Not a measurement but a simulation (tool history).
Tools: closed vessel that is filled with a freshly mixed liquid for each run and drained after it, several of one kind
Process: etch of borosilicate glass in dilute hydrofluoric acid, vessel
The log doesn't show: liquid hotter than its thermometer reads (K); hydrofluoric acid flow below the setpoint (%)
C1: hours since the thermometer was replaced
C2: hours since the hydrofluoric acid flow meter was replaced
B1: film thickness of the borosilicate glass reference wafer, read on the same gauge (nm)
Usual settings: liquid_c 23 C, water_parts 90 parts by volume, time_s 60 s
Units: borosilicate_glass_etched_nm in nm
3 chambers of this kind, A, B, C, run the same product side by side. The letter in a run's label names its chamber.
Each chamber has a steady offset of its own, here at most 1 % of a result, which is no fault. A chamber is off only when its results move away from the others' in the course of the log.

{"run": "1C", "hour": 5.8, "liquid_c": 23, "water_parts": 90, "time_s": 60, "C1": 1394.9, "C2": 13.0, "B1": 70.0, "borosilicate_glass_etched_nm": 23.176}
{"run": "2A", "hour": 13.6, "liquid_c": 23, "water_parts": 90, "time_s": 60, "C1": 218.3, "C2": 2064.4, "B1": 70.018, "borosilicate_glass_etched_nm": 23.053}
{"run": "3B", "hour": 18.1, "liquid_c": 23, "water_parts": 90, "time_s": 60, "C1": 310.5, "C2": 806.1, "B1": 70.017, "borosilicate_glass_etched_nm": 23.098}
{"run": "4C", "hour": 24.2, "liquid_c": 23, "water_parts": 90, "time_s": 60, "C1": 1413.3, "C2": 31.4, "B1": 70.025, "borosilicate_glass_etched_nm": 23.234}
{"run": "5B", "hour": 33.2, "liquid_c": 23, "water_parts": 90, "time_s": 60, "C1": 325.6, "C2": 821.2, "B1": 69.986, "borosilicate_glass_etched_nm": 23.13}
{"run": "6A", "hour": 38.9, "liquid_c": 23, "water_parts": 90, "time_s": 60, "C1": 243.6, "C2": 2089.7, "B1": 70.004, "borosilicate_glass_etched_nm": 22.896}
{"run": "7C", "hour": 43.2, "liquid_c": 23, "water_parts": 90, "time_s": 60, "C1": 1432.3, "C2": 50.4, "B1": 70.005, "borosilicate_glass_etched_nm": 23.205}
{"run": "8B", "hour": 51.9, "liquid_c": 20, "water_parts": 50, "time_s": 60, "C1": 344.3, "C2": 839.9, "B1": 69.991, "borosilicate_glass_etched_nm": 38.086}
{"run": "9A", "hour": 55.9, "liquid_c": 20, "water_parts": 50, "time_s": 60, "C1": 260.6, "C2": 2106.7, "B1": 70.043, "borosilicate_glass_etched_nm": 38.067}
{"run": "10B", "hour": 65.0, "liquid_c": 20, "water_parts": 50, "time_s": 60, "C1": 357.4, "C2": 853.0, "B1": 70.011, "borosilicate_glass_etched_nm": 38.219}
{"run": "11C", "hour": 71.5, "liquid_c": 23, "water_parts": 90, "time_s": 60, "C1": 1460.6, "C2": 78.7, "B1": 69.984, "borosilicate_glass_etched_nm": 23.25}
{"run": "12A", "hour": 76.5, "liquid_c": 23, "water_parts": 90, "time_s": 60, "C1": 281.2, "C2": 2127.3, "B1": 69.988, "borosilicate_glass_etched_nm": 22.879}
{"run": "13A", "hour": 80.8, "liquid_c": 23, "water_parts": 90, "time_s": 60, "C1": 285.5, "C2": 2131.6, "B1": 69.981, "borosilicate_glass_etched_nm": 22.908}
{"run": "14B", "hour": 89.7, "liquid_c": 23, "water_parts": 90, "time_s": 60, "C1": 382.1, "C2": 877.7, "B1": 69.975, "borosilicate_glass_etched_nm": 22.91}
{"run": "15C", "hour": 95.9, "liquid_c": 23, "water_parts": 90, "time_s": 60, "C1": 1485.0, "C2": 103.1, "B1": 69.982, "borosilicate_glass_etched_nm": 23.271}
{"run": "16A", "hour": 105.0, "liquid_c": 23, "water_parts": 90, "time_s": 60, "C1": 309.7, "C2": 2155.8, "B1": 70.001, "borosilicate_glass_etched_nm": 23.135}
{"run": "17C", "hour": 109.9, "liquid_c": 23, "water_parts": 90, "time_s": 60, "C1": 1499.0, "C2": 117.1, "B1": 69.994, "borosilicate_glass_etched_nm": 23.174}
{"run": "18B", "hour": 114.9, "liquid_c": 23, "water_parts": 70, "time_s": 50, "C1": 407.3, "C2": 902.9, "B1": 69.963, "borosilicate_glass_etched_nm": 25.329}
{"run": "19C", "hour": 120.8, "liquid_c": 23, "water_parts": 70, "time_s": 50, "C1": 1509.9, "C2": 128.0, "B1": 69.974, "borosilicate_glass_etched_nm": 25.541}
{"run": "20B", "hour": 126.2, "liquid_c": 23, "water_parts": 70, "time_s": 50, "C1": 418.6, "C2": 914.2, "B1": 70.028, "borosilicate_glass_etched_nm": 25.235}
{"run": "21A", "hour": 134.8, "liquid_c": 23, "water_parts": 90, "time_s": 60, "C1": 339.5, "C2": 2185.6, "B1": 70.005, "borosilicate_glass_etched_nm": 22.993}
{"run": "22B", "hour": 141.2, "liquid_c": 23, "water_parts": 90, "time_s": 60, "C1": 433.6, "C2": 929.2, "B1": 69.952, "borosilicate_glass_etched_nm": 22.952}
{"run": "23A", "hour": 147.1, "liquid_c": 23, "water_parts": 90, "time_s": 60, "C1": 351.8, "C2": 2197.9, "B1": 69.982, "borosilicate_glass_etched_nm": 22.829}
{"run": "24C", "hour": 153.7, "liquid_c": 23, "water_parts": 90, "time_s": 60, "C1": 1542.8, "C2": 160.9, "B1": 69.995, "borosilicate_glass_etched_nm": 23.135}
{"run": "25B", "hour": 158.9, "liquid_c": 23, "water_parts": 90, "time_s": 60, "C1": 451.3, "C2": 946.9, "B1": 70.011, "borosilicate_glass_etched_nm": 22.961}
{"run": "26A", "hour": 163.2, "liquid_c": 23, "water_parts": 90, "time_s": 60, "C1": 367.9, "C2": 2214.0, "B1": 69.934, "borosilicate_glass_etched_nm": 22.952}

What goes on in this fleet: one chamber off, a drifting gauge, or nothing beyond the chambers' own small offsets? Name the chamber and the cause, if any.

No chamber stands off beyond its own small offset, and the gauge holds steady.
